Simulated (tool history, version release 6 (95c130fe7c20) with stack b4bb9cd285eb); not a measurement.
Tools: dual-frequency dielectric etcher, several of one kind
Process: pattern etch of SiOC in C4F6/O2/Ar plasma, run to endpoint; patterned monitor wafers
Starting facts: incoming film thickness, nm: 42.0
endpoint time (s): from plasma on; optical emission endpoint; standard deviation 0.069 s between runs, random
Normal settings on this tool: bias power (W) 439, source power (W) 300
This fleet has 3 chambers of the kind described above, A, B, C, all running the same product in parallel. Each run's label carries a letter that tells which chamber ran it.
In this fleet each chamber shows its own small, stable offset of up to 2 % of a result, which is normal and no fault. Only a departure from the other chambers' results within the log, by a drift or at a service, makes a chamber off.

| run | hour | bias power (W) | source power (W) | hours since the last wet clean | hours since the last bias power generator calibration | hours since the last source power generator calibration | endpoint time (s) |
|---|---|---|---|---|---|---|---|
| 1A | 7.1 | 439 | 300 | 353.5 | 144 | 831.1 | 16.805 |
| 2C | 15.2 | 439 | 300 | 413 | 2279.5 | 518 | 16.39 |
| 3B | 24.6 | 439 | 300 | 140.4 | 2771.1 | 1093.6 | 16.541 |
| 4A | 33.6 | 439 | 300 | 380 | 170.5 | 857.6 | 16.845 |
| 5B | 47.3 | 439 | 300 | 163.1 | 2793.8 | 1116.3 | 16.557 |
| 6C | 55.5 | 439 | 300 | 453.3 | 2319.8 | 558.3 | 16.323 |
| 7A | 67 | 439 | 300 | 413.4 | 203.9 | 891 | 16.849 |
| 8B | 79.5 | 439 | 300 | 195.3 | 2826 | 1148.5 | 16.588 |
| 9C | 92.4 | 439 | 350 | 490.2 | 2356.7 | 595.2 | 15.622 |
| 10C | 105.7 | 439 | 350 | 503.5 | 2370 | 608.5 | 15.536 |
| 11A | 111.8 | 439 | 350 | 458.2 | 248.7 | 935.8 | 15.991 |
|  | 120.3 | chamber A: wet clean of the chamber |
| 12B | 125.8 | 439 | 300 | 241.6 | 2872.3 | 1194.8 | 16.701 |
| 13C | 132.1 | 439 | 300 | 529.9 | 2396.4 | 634.9 | 16.322 |
| 14B | 142.2 | 439 | 300 | 258 | 2888.7 | 1211.2 | 16.606 |
| 15A | 150.6 | 439 | 300 | 30.4 | 287.5 | 974.6 | 16.698 |
| 16B | 162.1 | 439 | 300 | 277.9 | 2908.6 | 1231.1 | 16.781 |
| 17C | 172 | 439 | 300 | 569.8 | 2436.3 | 674.8 | 16.445 |
| 18A | 184.9 | 439 | 300 | 64.7 | 321.8 | 1008.9 | 16.807 |
| 19A | 191.1 | 439 | 300 | 70.9 | 328 | 1015.1 | 16.718 |
|  | 196.3 | chamber C: wet clean of the chamber |
| 20B | 200.2 | 439 | 300 | 316 | 2946.7 | 1269.2 | 16.862 |
| 21C | 209.9 | 439 | 300 | 13.6 | 2474.2 | 712.7 | 16.375 |

Is one chamber off against the others, does the gauge drift, or is nothing wrong? If a chamber is off, say which, and what the likeliest cause is.

One chamber, B, drifts off from the rest bit by bit.
Likeliest cause: etch rate under this chamber's usual, % = 2.55.

Which of the 4 candidates below, each the usual settings with something changed and its results left as question marks, puts chamber B back in line with what the other chambers give on the usual settings?
Maximum distance from the other chambers' mean on the usual settings for a result to count as in line: endpoint time (s) 0.24
| 22B-1 | 219.9 | 450 | 310 |  |  |  | ? |
| 22B-2 | 219.9 | 413 | 280 |  |  |  | ? |
| 22B-3 | 219.9 | 415 | 300 |  |  |  | ? |
| 22B-4 | 219.9 | 439 | 340 |  |  |  | ? |

The other chambers' mean on the usual settings: endpoint time (s) 16.588
| run | endpoint time (s) |
|---|---|
| 22B-1 | 16.599 |
| 22B-2 | 17.783 |
| 22B-3 | 17.31 |
| 22B-4 | 16.196 |
Change 22B-1 lands the chamber within the allowed miss of the other chambers.
